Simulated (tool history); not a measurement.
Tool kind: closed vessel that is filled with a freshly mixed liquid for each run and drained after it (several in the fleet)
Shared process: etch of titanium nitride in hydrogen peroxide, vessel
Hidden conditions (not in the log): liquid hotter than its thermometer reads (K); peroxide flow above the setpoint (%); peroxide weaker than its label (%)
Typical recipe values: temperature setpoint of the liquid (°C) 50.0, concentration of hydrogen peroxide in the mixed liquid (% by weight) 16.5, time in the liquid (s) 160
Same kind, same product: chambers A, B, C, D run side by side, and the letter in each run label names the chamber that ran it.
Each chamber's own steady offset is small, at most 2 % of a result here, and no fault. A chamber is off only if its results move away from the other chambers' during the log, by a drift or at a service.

run   hour  temperature setpoint of the liquid (°C)  concentration of hydrogen peroxide in the mixed liquid (% by weight)  time in the liquid (s)  hours since the thermometer was replaced  hours since the peroxide flow meter was replaced  hours since the drum of peroxide was connected  read-back film thickness of the titanium nitride reference wafer, read on the same gauge (nm)  thickness taken off the titanium nitride on a monitor wafer (angstrom)
 1D    8.1                                     50.0                                                                  16.5                     160                                     598.2                                            1180.7                                           918.5                                                                                        100.000                                                                  42.011
      13.3  -- chamber C: new drum of peroxide connected
      13.6  -- chamber B: peroxide flow meter replaced
 2C   15.2                                     50.0                                                                  16.5                     160                                     262.0                                             447.6                                             1.9                                                                                        100.000                                                                  41.935
 3B   20.1                                     50.0                                                                  16.5                     160                                     608.2                                               6.5                                           365.4                                                                                        100.000                                                                  41.940
 4A   27.8                                     50.0                                                                  16.5                     160                                     312.8                                             367.9                                           605.3                                                                                         99.979                                                                  41.178
 5B   35.0                                     50.0                                                                  16.5                     160                                     623.1                                              21.4                                           380.3                                                                                         99.988                                                                  41.278
 6D   42.7                                     50.0                                                                  16.5                     160                                     632.8                                            1215.3                                           953.1                                                                                         99.995                                                                  42.093
 7A   49.8                                     50.0                                                                  16.5                     160                                     334.8                                             389.9                                           627.3                                                                                        100.010                                                                  41.061
      51.3  -- chamber A: new drum of peroxide connected
 8C   54.6                                     50.0                                                                  16.5                     160                                     301.4                                             487.0                                            41.3                                                                                         99.966                                                                  42.534
 9C   62.4                                     50.0                                                                  16.5                     160                                     309.2                                             494.8                                            49.1                                                                                        100.000                                                                  42.178
10D   69.3                                     50.0                                                                  16.5                     160                                     659.4                                            1241.9                                           979.7                                                                                        100.030                                                                  41.557
11A   75.2                                     50.0                                                                  16.5                     160                                     360.2                                             415.3                                            24.0                                                                                        100.010                                                                  41.736
12B   80.1                                     50.0                                                                  16.5                     160                                     668.2                                              66.5                                           425.4                                                                                         99.990                                                                  41.853
13D   84.0                                     50.0                                                                  16.5                     160                                     674.1                                            1256.6                                           994.4                                                                                        100.010                                                                  41.610
14B   91.4                                     50.0                                                                  16.5                     160                                     679.5                                              77.8                                           436.7                                                                                         99.990                                                                  41.390
15A   98.7                                     50.0                                                                  16.5                     160                                     383.7                                             438.8                                            47.5                                                                                         99.997                                                                  40.740
16C  106.1                                     56.5                                                                  21.0                     160                                     352.9                                             538.5                                            92.8                                                                                         99.997                                                                  74.183
17A  112.4                                     56.5                                                                  21.0                     160                                     397.4                                             452.5                                            61.2                                                                                         99.993                                                                  68.139
18C  116.4                                     56.5                                                                  21.0                     160                                     363.2                                             548.8                                           103.1                                                                                        100.010                                                                  73.757
19D  120.5                                     56.5                                                                  21.0                     160                                     710.6                                            1293.1                                          1030.9                                                                                        100.040                                                                  67.788
20B  124.6                                     50.0                                                                  16.5                     160                                     712.7                                             111.0                                           469.9                                                                                         99.978                                                                  40.835
21C  128.9                                     50.0                                                                  16.5                     195                                     375.7                                             561.3                                           115.6                                                                                         99.993                                                                  53.899
22B  132.5                                     50.0                                                                  16.5                     195                                     720.6                                             118.9                                           477.8                                                                                         99.998                                                                  49.748
     134.4  -- chamber D: new drum of peroxide connected
     139.3  -- chamber A: peroxide flow meter replaced
23A  139.3                                     50.0                                                                  16.5                     195                                     424.3                                               0.0                                            88.1                                                                                         99.992                                                                  49.890
24D  145.2                                     50.0                                                                  16.5                     195                                     735.3                                            1317.8                                            10.9                                                                                        100.000                                                                  51.115
25C  151.5                                     50.0                                                                  12.5                     160                                     398.3                                             583.9                                           138.2                                                                                         99.993                                                                  42.527
26D  155.9                                     50.0                                                                  12.5                     160                                     746.0                                            1328.5                                            21.6                                                                                        100.010                                                                  39.311
27A  163.7                                     50.0                                                                  12.5                     160                                     448.7                                              24.4                                           112.5                                                                                        100.020                                                                  39.318
28B  171.3                                     50.0                                                                  12.5                     160                                     759.4                                             157.7                                           516.6                                                                                        100.020                                                                  39.162
29B  177.3                                     50.0                                                                  16.5                     160                                     765.4                                             163.7                                           522.6                                                                                        100.010                                                                  41.587
30C  183.7                                     50.0                                                                  16.5                     160                                     430.5                                             616.1                                           170.4                                                                                        100.010                                                                  45.514
31A  187.8                                     50.0                                                                  16.5                     160                                     472.8                                              48.5                                           136.6                                                                                         99.995                                                                  41.659
32D  192.0                                     50.0                                                                  16.5                     160                                     782.1                                            1364.6                                            57.7                                                                                        100.020                                                                  42.035
33D  198.6                                     46.0                                                                  16.5                     160                                     788.7                                            1371.2                                            64.3                                                                                        100.020                                                                  31.753
34C  205.6                                     46.0                                                                  16.5                     160                                     452.4                                             638.0                                           192.3                                                                                         99.980                                                                  34.759
35A  212.7                                     46.0                                                                  16.5                     160                                     497.7                                              73.4                                           161.5                                                                                        100.000                                                                  31.002
36B  218.6                                     46.0                                                                  16.5                     160                                     806.7                                             205.0                                           563.9                                                                                         99.991                                                                  30.787
37B  224.7                                     50.0                                                                  16.5                     160                                     812.8                                             211.1                                           570.0                                                                                         99.982                                                                  41.557
38A  232.2                                     50.0                                                                  12.0                     195                                     517.2                                              92.9                                           181.0                                                                                        100.020                                                                  46.890
39D  237.2                                     50.0                                                                  12.0                     195                                     827.3                                            1409.8                                           102.9                                                                                         99.995                                                                  47.224
40C  243.4                                     50.0                                                                  12.0                     195                                     490.2                                             675.8                                           230.1                                                                                        100.000                                                                  53.405
41D  247.6                                     50.0                                                                  12.0                     195                                     837.7                                            1420.2                                           113.3                                                                                         99.971                                                                  47.423
42B  252.2                                     50.0                                                                  16.5                     160                                     840.3                                             238.6                                           597.5                                                                                        100.010                                                                  41.836
43C  259.4                                     50.0                                                                  21.0                     160                                     506.2                                             691.8                                           246.1                                                                                         99.982                                                                  49.052
44A  263.8                                     50.0                                                                  21.0                     160                                     548.8                                             124.5                                           212.6                                                                                        100.000                                                                  43.402

All chambers now run identical settings, listed one chamber a line with results as question marks. What results will each chamber show?
45A  269.6                                     50.0                                                                  16.5                     160                                                                                                                                                                                                                                                                                                                  ?
45B  269.6                                     50.0                                                                  16.5                     160                                                                                                                                                                                                                                                                                                                  ?
45C  269.6                                     50.0                                                                  16.5                     160                                                                                                                                                                                                                                                                                                                  ?
45D  269.6                                     50.0                                                                  16.5                     160                                                                                                                                                                                                                                                                                                                  ?

run  thickness taken off the titanium nitride on a monitor wafer (angstrom)
45A                                                                  40.911
45B                                                                  41.691
45C                                                                  47.668
45D                                                                  42.035
